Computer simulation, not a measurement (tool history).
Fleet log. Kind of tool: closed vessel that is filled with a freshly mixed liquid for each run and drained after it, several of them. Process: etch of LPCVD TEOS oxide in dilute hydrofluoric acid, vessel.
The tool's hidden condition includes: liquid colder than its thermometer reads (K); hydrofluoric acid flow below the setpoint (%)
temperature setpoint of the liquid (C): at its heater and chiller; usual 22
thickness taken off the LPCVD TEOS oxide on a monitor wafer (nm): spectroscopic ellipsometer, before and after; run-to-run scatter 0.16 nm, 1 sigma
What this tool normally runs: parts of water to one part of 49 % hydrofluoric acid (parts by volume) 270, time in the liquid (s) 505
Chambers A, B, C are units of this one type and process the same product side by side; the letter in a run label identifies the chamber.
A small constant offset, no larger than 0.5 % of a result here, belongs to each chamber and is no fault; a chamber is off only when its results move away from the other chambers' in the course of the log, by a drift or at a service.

run   hour  temperature setpoint of the liquid (C)  parts of water to one part of 49 % hydrofluoric acid (parts by volume)  time in the liquid (s)  hours since the thermometer was replaced  hours since the hydrofluoric acid flow meter was replaced  read-back film thickness of the LPCVD TEOS oxide reference wafer, read on the same gauge (nm)  thickness taken off the LPCVD TEOS oxide on a monitor wafer (nm)
 1C    6.9                                      22                                                                     270                     505                                     229.5                                                      301.1                                                                                         69.979                                                            26.889
 2B   12.9                                      22                                                                     270                     505                                     847.7                                                     1798.2                                                                                         70.003                                                            26.339
 3A   19.5                                      22                                                                     270                     505                                    2143.2                                                      883.8                                                                                         69.987                                                            26.614
 4B   25.9                                      22                                                                     270                     505                                     860.7                                                     1811.2                                                                                         70.002                                                            26.415
 5A   35.4                                      22                                                                     270                     505                                    2159.1                                                      899.7                                                                                         69.973                                                            26.381
 6C   45.0                                      18                                                                     270                     505                                     267.6                                                      339.2                                                                                         69.990                                                            23.104
      46.6  -- chamber A: hydrofluoric acid flow meter replaced
      51.2  -- chamber A: thermometer replaced
 7C   54.6                                      18                                                                     270                     505                                     277.2                                                      348.8                                                                                         69.996                                                            22.982
 8B   59.7                                      18                                                                     270                     505                                     894.5                                                     1845.0                                                                                         70.013                                                            22.861
 9A   68.4                                      22                                                                     270                     505                                      17.3                                                       21.9                                                                                         70.011                                                            26.674
10A   76.2                                      22                                                                     270                     505                                      25.1                                                       29.7                                                                                         69.987                                                            26.812
11B   81.8                                      22                                                                     360                     505                                     916.6                                                     1867.1                                                                                         70.033                                                            17.987
12C   91.3                                      22                                                                     360                     505                                     313.9                                                      385.5                                                                                         70.003                                                            18.581
13B   99.3                                      22                                                                     360                     505                                     934.1                                                     1884.6                                                                                         70.029                                                            18.061
14C  107.5                                      22                                                                     270                     505                                     330.1                                                      401.7                                                                                         70.032                                                            26.779
     108.8  -- chamber B: hydrofluoric acid flow meter replaced
15A  114.5                                      22                                                                     270                     505                                      63.4                                                       68.0                                                                                         69.970                                                            26.458
16A  120.6                                      22                                                                     270                     505                                      69.5                                                       74.1                                                                                         70.034                                                            26.657
17C  127.6                                      22                                                                     270                     505                                     350.2                                                      421.8                                                                                         70.001                                                            26.769
18B  133.1                                      22                                                                     270                     505                                     967.9                                                       24.3                                                                                         70.003                                                            25.681
19A  142.7                                      22                                                                     270                     505                                      91.6                                                       96.2                                                                                         69.968                                                            26.613
20C  152.1                                      22                                                                     270                     505                                     374.7                                                      446.3                                                                                         70.000                                                            26.663
21B  160.9                                      22                                                                     270                     505                                     995.7                                                       52.1                                                                                         69.994                                                            25.681
22A  167.5                                      22                                                                     270                     505                                     116.4                                                      121.0                                                                                         69.994                                                            26.810
23B  175.3                                      22                                                                     270                     505                                    1010.1                                                       66.5                                                                                         70.016                                                            25.807
24C  185.1                                      22                                                                     270                     505                                     407.7                                                      479.3                                                                                         69.993                                                            26.316
25B  190.0                                      22                                                                     270                     505                                    1024.8                                                       81.2                                                                                         69.980                                                            25.517
26A  194.8                                      22                                                                     270                     505                                     143.7                                                      148.3                                                                                         69.984                                                            26.793
27C  204.9                                      22                                                                     270                     505                                     427.5                                                      499.1                                                                                         70.014                                                            26.888
28A  213.4                                      22                                                                     270                     505                                     162.3                                                      166.9                                                                                         69.978                                                            26.855
29B  221.6                                      22                                                                     270                     505                                    1056.4                                                      112.8                                                                                         70.005                                                            25.425
     222.8  -- chamber C: thermometer replaced
30C  228.7                                      22                                                                     270                     505                                       5.9                                                      522.9                                                                                         70.010                                                            26.518
31C  233.6                                      22                                                                     270                     505                                      10.8                                                      527.8                                                                                         69.927                                                            26.668

Read the log: is a single chamber off, either drifting away or since a service, is the gauge that measures every chamber drifting, or is nothing wrong beyond small per-chamber offsets? Name any odd chamber and what most likely caused it.

Little by little, chamber B moves away from the other chambers.
What lies behind it: liquid colder than its thermometer reads (K) = 1.42.

Below are 4 candidate recipes for chamber B's next run, each the usual settings with a change, their results shown as question marks. Which of them brings B's results back in line with what the other chambers give on the usual settings?
Counts as in line when no further than this from what the other chambers average on the usual settings: thickness taken off the LPCVD TEOS oxide on a monitor wafer (nm) 0.550
32B-1  241.5                                      22                                                                     280                     480                                                                                                                                                                                                                                                                     ?
32B-2  241.5                                      22                                                                     270                     560                                                                                                                                                                                                                                                                     ?
32B-3  241.5                                      22                                                                     275                     490                                                                                                                                                                                                                                                                     ?
32B-4  241.5                                      22                                                                     260                     505                                                                                                                                                                                                                                                                     ?

What the other chambers average on the usual settings: thickness taken off the LPCVD TEOS oxide on a monitor wafer (nm) 26.710
  run  thickness taken off the LPCVD TEOS oxide on a monitor wafer (nm)
32B-1                                                            22.957
32B-2                                                            28.051
32B-3                                                            23.980
32B-4                                                            26.535
The answer is 32B-4, which returns the chamber to within the allowed miss of the others.
